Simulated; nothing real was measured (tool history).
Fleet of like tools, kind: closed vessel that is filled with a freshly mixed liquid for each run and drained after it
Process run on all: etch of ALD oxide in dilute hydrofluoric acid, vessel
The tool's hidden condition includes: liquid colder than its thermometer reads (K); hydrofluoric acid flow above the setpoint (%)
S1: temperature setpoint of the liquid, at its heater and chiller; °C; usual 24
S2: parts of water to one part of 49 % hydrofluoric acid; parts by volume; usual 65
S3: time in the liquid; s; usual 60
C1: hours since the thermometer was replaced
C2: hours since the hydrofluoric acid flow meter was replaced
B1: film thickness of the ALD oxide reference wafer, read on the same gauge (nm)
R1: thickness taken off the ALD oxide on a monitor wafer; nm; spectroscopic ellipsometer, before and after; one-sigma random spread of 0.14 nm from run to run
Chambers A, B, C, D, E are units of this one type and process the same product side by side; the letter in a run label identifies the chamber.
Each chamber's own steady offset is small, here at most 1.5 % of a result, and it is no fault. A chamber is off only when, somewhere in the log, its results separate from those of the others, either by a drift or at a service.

-- day=0.375 chamber E: hydrofluoric acid flow meter replaced
run 1E day=0.417 | S1=24 S2=65 S3=60 | C1=715.6 C2=1.1 | B1=90.024 | R1=19.51
run 2B day=0.896 | S1=24 S2=65 S3=60 | C1=926.1 C2=389.8 | B1=89.981 | R1=19.198
run 3A day=1.458 | S1=24 S2=65 S3=60 | C1=866.3 C2=1602.9 | B1=89.996 | R1=19.477
run 4D day=1.758 | S1=24 S2=65 S3=60 | C1=882.7 C2=1193 | B1=89.98 | R1=19.445
run 5C day=2.058 | S1=24 S2=65 S3=60 | C1=567.6 C2=927.7 | B1=89.996 | R1=19.8
run 6A day=2.342 | S1=24 S2=65 S3=60 | C1=887.5 C2=1624.1 | B1=89.987 | R1=19.242
run 7C day=2.721 | S1=24 S2=65 S3=60 | C1=583.5 C2=943.6 | B1=89.985 | R1=19.976
run 8B day=2.971 | S1=24 S2=65 S3=60 | C1=975.9 C2=439.6 | B1=90.021 | R1=19.58
run 9E day=3.283 | S1=24 S2=65 S3=60 | C1=784.4 C2=69.9 | B1=90.004 | R1=19.963
run 10D day=3.646 | S1=24 S2=65 S3=60 | C1=928 C2=1238.3 | B1=89.965 | R1=19.782
run 11C day=4.2 | S1=24 S2=65 S3=60 | C1=619 C2=979.1 | B1=89.998 | R1=19.964
run 12D day=4.571 | S1=24 S2=65 S3=60 | C1=950.2 C2=1260.5 | B1=89.993 | R1=19.645
run 13A day=5.117 | S1=24 S2=65 S3=60 | C1=954.1 C2=1690.7 | B1=90.023 | R1=19.422
run 14B day=5.55 | S1=24 S2=65 S3=60 | C1=1037.8 C2=501.5 | B1=90.04 | R1=19.64
run 15E day=6.021 | S1=24 S2=65 S3=60 | C1=850.1 C2=135.6 | B1=89.978 | R1=19.859
run 16B day=6.304 | S1=24 S2=65 S3=60 | C1=1055.9 C2=519.6 | B1=89.989 | R1=19.514
run 17A day=6.783 | S1=24 S2=65 S3=60 | C1=994.1 C2=1730.7 | B1=90.028 | R1=19.288
run 18E day=7.283 | S1=24 S2=65 S3=60 | C1=880.4 C2=165.9 | B1=90.007 | R1=19.784
run 19C day=7.65 | S1=24 S2=65 S3=60 | C1=701.8 C2=1061.9 | B1=90.038 | R1=19.835
run 20D day=7.971 | S1=24 S2=65 S3=60 | C1=1031.8 C2=1342.1 | B1=89.966 | R1=19.806
run 21D day=8.425 | S1=24 S2=65 S3=60 | C1=1042.7 C2=1353 | B1=90.006 | R1=19.648
run 22A day=8.842 | S1=24 S2=65 S3=60 | C1=1043.5 C2=1780.1 | B1=90.022 | R1=19.642
run 23E day=9.258 | S1=24 S2=65 S3=60 | C1=927.8 C2=213.3 | B1=89.986 | R1=19.639
run 24B day=9.625 | S1=24 S2=65 S3=60 | C1=1135.6 C2=599.3 | B1=89.999 | R1=19.311
run 25C day=9.871 | S1=21.5 S2=65 S3=60 | C1=755.1 C2=1115.2 | B1=89.978 | R1=17.742
run 26D day=10.304 | S1=21.5 S2=65 S3=60 | C1=1087.8 C2=1398.1 | B1=90.027 | R1=17.6
run 27E day=10.679 | S1=21.5 S2=65 S3=60 | C1=961.9 C2=247.4 | B1=90.004 | R1=17.798
run 28C day=11.179 | S1=21.5 S2=65 S3=60 | C1=786.5 C2=1146.6 | B1=89.954 | R1=18.016
run 29A day=11.592 | S1=21.5 S2=65 S3=60 | C1=1109.5 C2=1846.1 | B1=89.997 | R1=17.568
-- day=11.917 chamber D: hydrofluoric acid flow meter replaced
run 30B day=12.038 | S1=24 S2=65 S3=60 | C1=1193.5 C2=657.2 | B1=89.951 | R1=19.412
run 31E day=12.525 | S1=24 S2=65 S3=60 | C1=1006.2 C2=291.7 | B1=89.984 | R1=19.49
-- day=12.908 chamber A: hydrofluoric acid flow meter replaced
run 32B day=13.079 | S1=24 S2=65 S3=60 | C1=1218.5 C2=682.2 | B1=90.007 | R1=19.555
run 33A day=13.588 | S1=24 S2=65 S3=60 | C1=1157.4 C2=16.3 | B1=90.001 | R1=19.306
run 34D day=14.05 | S1=24 S2=65 S3=60 | C1=1177.7 C2=51.3 | B1=89.983 | R1=19.682
run 35C day=14.317 | S1=24 S2=65 S3=60 | C1=861.8 C2=1221.9 | B1=90.019 | R1=19.869
run 36C day=14.642 | S1=24 S2=65 S3=60 | C1=869.6 C2=1229.7 | B1=89.965 | R1=19.793
run 37E day=15.175 | S1=24 S2=65 S3=60 | C1=1069.8 C2=355.3 | B1=90.034 | R1=19.781
run 38A day=15.533 | S1=24 S2=65 S3=60 | C1=1204.1 C2=63 | B1=89.977 | R1=19.43
run 39D day=15.85 | S1=24 S2=65 S3=60 | C1=1220.9 C2=94.5 | B1=90.018 | R1=19.514
run 40B day=16.4 | S1=24 S2=65 S3=30 | C1=1298.2 C2=761.9 | B1=90.002 | R1=9.7475

Has any chamber moved away from the others, gradually or after a service, or does the common gauge drift, or do the chambers differ only by their own small steady offsets? State the chamber and the most likely cause if one applies.

Beyond each chamber's small constant offset nothing stands out, and the gauge stays steady.
